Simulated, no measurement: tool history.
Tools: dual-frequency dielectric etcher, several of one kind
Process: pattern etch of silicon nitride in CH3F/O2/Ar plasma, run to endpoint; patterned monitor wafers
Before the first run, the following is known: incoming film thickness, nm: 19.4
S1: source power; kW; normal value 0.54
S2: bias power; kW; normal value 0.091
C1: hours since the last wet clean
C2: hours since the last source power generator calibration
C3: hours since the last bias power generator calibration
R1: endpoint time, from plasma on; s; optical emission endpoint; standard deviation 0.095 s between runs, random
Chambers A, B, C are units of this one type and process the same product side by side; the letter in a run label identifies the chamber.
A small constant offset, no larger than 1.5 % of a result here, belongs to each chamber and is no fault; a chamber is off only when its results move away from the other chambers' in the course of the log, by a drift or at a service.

run 1B hour=4.3 | S1=0.54 S2=0.091 | C1=265.2 C2=2350.2 C3=1243.5 | R1=22.949
run 2A hour=8.8 | S1=0.54 S2=0.091 | C1=252.1 C2=1276.8 C3=3104.5 | R1=23.109
run 3C hour=11.5 | S1=0.54 S2=0.091 | C1=357.8 C2=1020.3 C3=166.7 | R1=23.235
run 4B hour=15.1 | S1=0.54 S2=0.091 | C1=276 C2=2361 C3=1254.3 | R1=22.847
run 5A hour=18.2 | S1=0.54 S2=0.091 | C1=261.5 C2=1286.2 C3=3113.9 | R1=22.87
run 6C hour=24.3 | S1=0.54 S2=0.091 | C1=370.6 C2=1033.1 C3=179.5 | R1=23.045
run 7A hour=29.6 | S1=0.6 S2=0.102 | C1=272.9 C2=1297.6 C3=3125.3 | R1=21.372
run 8B hour=32.3 | S1=0.6 S2=0.102 | C1=293.2 C2=2378.2 C3=1271.5 | R1=21.15
run 9C hour=36.2 | S1=0.6 S2=0.102 | C1=382.5 C2=1045 C3=191.4 | R1=21.24
run 10B hour=42.3 | S1=0.54 S2=0.091 | C1=303.2 C2=2388.2 C3=1281.5 | R1=23.058
run 11A hour=45.6 | S1=0.54 S2=0.091 | C1=288.9 C2=1313.6 C3=3141.3 | R1=23.201
run 12C hour=50.9 | S1=0.64 S2=0.083 | C1=397.2 C2=1059.7 C3=206.1 | R1=22.477
run 13B hour=54 | S1=0.64 S2=0.083 | C1=314.9 C2=2399.9 C3=1293.2 | R1=22.136
run 14A hour=57 | S1=0.64 S2=0.083 | C1=300.3 C2=1325 C3=3152.7 | R1=22.39
run 15C hour=62.3 | S1=0.54 S2=0.091 | C1=408.6 C2=1071.1 C3=217.5 | R1=23.078
run 16B hour=66.5 | S1=0.47 S2=0.091 | C1=327.4 C2=2412.4 C3=1305.7 | R1=23.824
run 17A hour=70.6 | S1=0.47 S2=0.091 | C1=313.9 C2=1338.6 C3=3166.3 | R1=24.353
run 18C hour=76.2 | S1=0.47 S2=0.091 | C1=422.5 C2=1085 C3=231.4 | R1=24.375
run 19C hour=81.5 | S1=0.54 S2=0.091 | C1=427.8 C2=1090.3 C3=236.7 | R1=23.039
run 20B hour=85 | S1=0.49 S2=0.106 | C1=345.9 C2=2430.9 C3=1324.2 | R1=22.401
run 21A hour=89.8 | S1=0.49 S2=0.106 | C1=333.1 C2=1357.8 C3=3185.5 | R1=22.675
run 22C hour=93.9 | S1=0.49 S2=0.106 | C1=440.2 C2=1102.7 C3=249.1 | R1=22.632
run 23A hour=96.8 | S1=0.54 S2=0.091 | C1=340.1 C2=1364.8 C3=3192.5 | R1=22.96
run 24B hour=102 | S1=0.54 S2=0.091 | C1=362.9 C2=2447.9 C3=1341.2 | R1=22.831
run 25B hour=108 | S1=0.54 S2=0.091 | C1=368.9 C2=2453.9 C3=1347.2 | R1=22.933
run 26A hour=111.2 | S1=0.54 S2=0.091 | C1=354.5 C2=1379.2 C3=3206.9 | R1=22.958
run 27C hour=115.9 | S1=0.54 S2=0.091 | C1=462.2 C2=1124.7 C3=271.1 | R1=23.047
run 28B hour=121.9 | S1=0.64 S2=0.102 | C1=382.8 C2=2467.8 C3=1361.1 | R1=20.428
run 29C hour=128.3 | S1=0.64 S2=0.102 | C1=474.6 C2=1137.1 C3=283.5 | R1=20.841
run 30A hour=133.9 | S1=0.64 S2=0.102 | C1=377.2 C2=1401.9 C3=3229.6 | R1=20.783
run 31B hour=137.7 | S1=0.54 S2=0.091 | C1=398.6 C2=2483.6 C3=1376.9 | R1=22.909
run 32C hour=141.7 | S1=0.54 S2=0.091 | C1=488 C2=1150.5 C3=296.9 | R1=22.968
run 33A hour=145.3 | S1=0.54 S2=0.091 | C1=388.6 C2=1413.3 C3=3241 | R1=23.105
run 34A hour=149.8 | S1=0.54 S2=0.091 | C1=393.1 C2=1417.8 C3=3245.5 | R1=23.202
run 35C hour=155 | S1=0.54 S2=0.091 | C1=501.3 C2=1163.8 C3=310.2 | R1=23.126
run 36B hour=160.2 | S1=0.54 S2=0.091 | C1=421.1 C2=2506.1 C3=1399.4 | R1=22.985

All 3 chambers run these settings next. Forecast each chamber's results:
run 37A hour=164.8 | S1=0.54 S2=0.075 | R1=?
run 37B hour=164.8 | S1=0.54 S2=0.075 | R1=?
run 37C hour=164.8 | S1=0.54 S2=0.075 | R1=?

run=37A R1=24.688
run=37B R1=24.336
run=37C R1=24.583
